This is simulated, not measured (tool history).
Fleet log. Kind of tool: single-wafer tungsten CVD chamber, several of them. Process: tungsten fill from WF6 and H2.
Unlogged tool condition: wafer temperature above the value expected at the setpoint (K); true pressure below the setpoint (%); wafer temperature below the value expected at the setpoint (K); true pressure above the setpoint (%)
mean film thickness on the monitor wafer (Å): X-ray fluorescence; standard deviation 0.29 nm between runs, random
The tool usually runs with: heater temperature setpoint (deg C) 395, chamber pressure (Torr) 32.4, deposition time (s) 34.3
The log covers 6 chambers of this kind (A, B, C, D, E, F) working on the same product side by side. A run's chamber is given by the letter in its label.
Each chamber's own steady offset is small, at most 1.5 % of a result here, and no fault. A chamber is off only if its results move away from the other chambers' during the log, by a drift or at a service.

run	hour	heater temperature setpoint (deg C)	chamber pressure (Torr)	deposition time (s)	hours since the last thermocouple change	hours since the last manometer calibration	read-back reference wafer on the same gauge, thickness_nm	mean film thickness on the monitor wafer (Å)
1C	11.6	395	32.4	34.3	432	1017.9	108.76	929.71
2F	26.5	395	32.4	34.3	182.2	1334.5	108.73	948.07
3A	37.4	395	32.4	34.3	1092.2	1088.2	108.71	951.3
4B	51.7	395	32.4	34.3	997.7	840.2	108.72	938.87
5E	66.2	395	32.4	34.3	706	1423.3	108.72	939.53
# hour 71.4: chamber C: capacitance manometer re-zeroed and calibrated
6D	76.8	395	32.4	34.3	981.9	743.6	108.65	937.32
7D	86.1	395	32.4	34.3	991.2	752.9	108.72	934.93
8F	93.3	395	32.4	34.3	249	1401.3	108.68	948.86
9E	101.3	395	32.4	30.8	741.1	1458.4	108.7	839.81
10A	112.6	395	32.4	30.8	1167.4	1163.4	108.68	849.85
11B	120	395	32.4	30.8	1066	908.5	108.76	842.16
12C	134.6	395	32.4	30.8	555	63.3	108.74	835.77
13F	149.6	395	32.4	30.8	305.3	1457.6	108.73	852.79
# hour 155.8: chamber E: capacitance manometer re-zeroed and calibrated
14D	163.2	395	32.4	30.8	1068.3	830	108.69	835.42
15B	173.7	395	32.4	34.3	1119.7	962.2	108.75	936.21
16C	184.7	395	32.4	34.3	605.1	113.4	108.67	930.88
17A	196.8	395	32.4	34.3	1251.6	1247.6	108.66	954.42
18E	205.8	395	32.4	34.3	845.6	50.1	108.72	914.38
19D	219.3	395	29.6	34.3	1124.4	886.1	108.66	899.7
20F	234.5	395	29.6	34.3	390.2	1542.5	108.6	909.26
21E	247.3	395	29.6	34.3	887.1	91.6	108.72	882.05
22C	257.3	395	29.6	34.3	677.7	186	108.76	890.29
23B	271.5	395	29.6	34.3	1217.5	1060	108.74	899.52
24A	279	395	29.6	34.3	1333.8	1329.8	108.73	910.34
25E	294.3	395	32.4	34.3	934.1	138.6	108.77	917.93
26C	309.2	395	32.4	34.3	729.6	237.9	108.81	933.05
27D	321.6	395	32.4	34.3	1226.7	988.4	108.72	941.82
28B	336.9	390	32.4	34.3	1282.9	1125.4	108.67	852.55
29A	344.3	390	32.4	34.3	1399.1	1395.1	108.65	860.9
30F	354.9	390	32.4	34.3	510.6	1662.9	108.76	856.42
31B	370.6	390	32.4	34.3	1316.6	1159.1	108.76	857.54
32D	384.7	390	32.4	34.3	1289.8	1051.5	108.67	849.71
33A	392.2	390	32.4	34.3	1447	1443	108.62	867.54
34C	403.2	395	39.2	30.9	823.6	331.9	108.69	919.49
35F	418.9	395	39.2	30.9	574.6	1726.9	108.65	936.47
36E	432.5	395	39.2	30.9	1072.3	276.8	108.72	902.14
37E	441.4	395	39.2	30.9	1081.2	285.7	108.78	903.47
38F	454	395	39.2	30.9	609.7	1762	108.8	933.8
# hour 460.6: chamber D: capacitance manometer re-zeroed and calibrated
39B	462.1	395	39.2	30.9	1408.1	1250.6	108.63	922.16
40D	478.3	395	32.4	34.3	1383.4	17.7	108.72	934.6
41A	485.6	395	28.7	40.8	1540.4	1536.4	108.74	1070.6

One chamber off, gauge drift, or nothing amiss beyond the chambers' own small offsets? If it is a chamber, which one, and what is the likeliest cause?

Chamber E has stood off from the others ever since a service on it.
What lies behind it: true pressure below the setpoint (%) = 4.62.

Here are 4 candidates for chamber E's next run, each the usual settings with a change, their results left as question marks. Which one brings its results back in line with what the others give on the usual settings?
Counts as in line when no further than this from what the other chambers average on the usual settings: mean film thickness on the monitor wafer (Å) 10
42E-1	497.2	394	32.4	34				?
42E-2	497.2	395	34.1	34.3				?
42E-3	497.2	395	32.4	34.4				?
42E-4	497.2	395	32.4	34.2				?

What the other chambers average on the usual settings: mean film thickness on the monitor wafer (Å) 941.09
run	mean film thickness on the monitor wafer (Å)
42E-1	894.15
42E-2	941.6
42E-3	921.84
42E-4	916.46
It is 42E-2 that realigns the chamber with its peers.
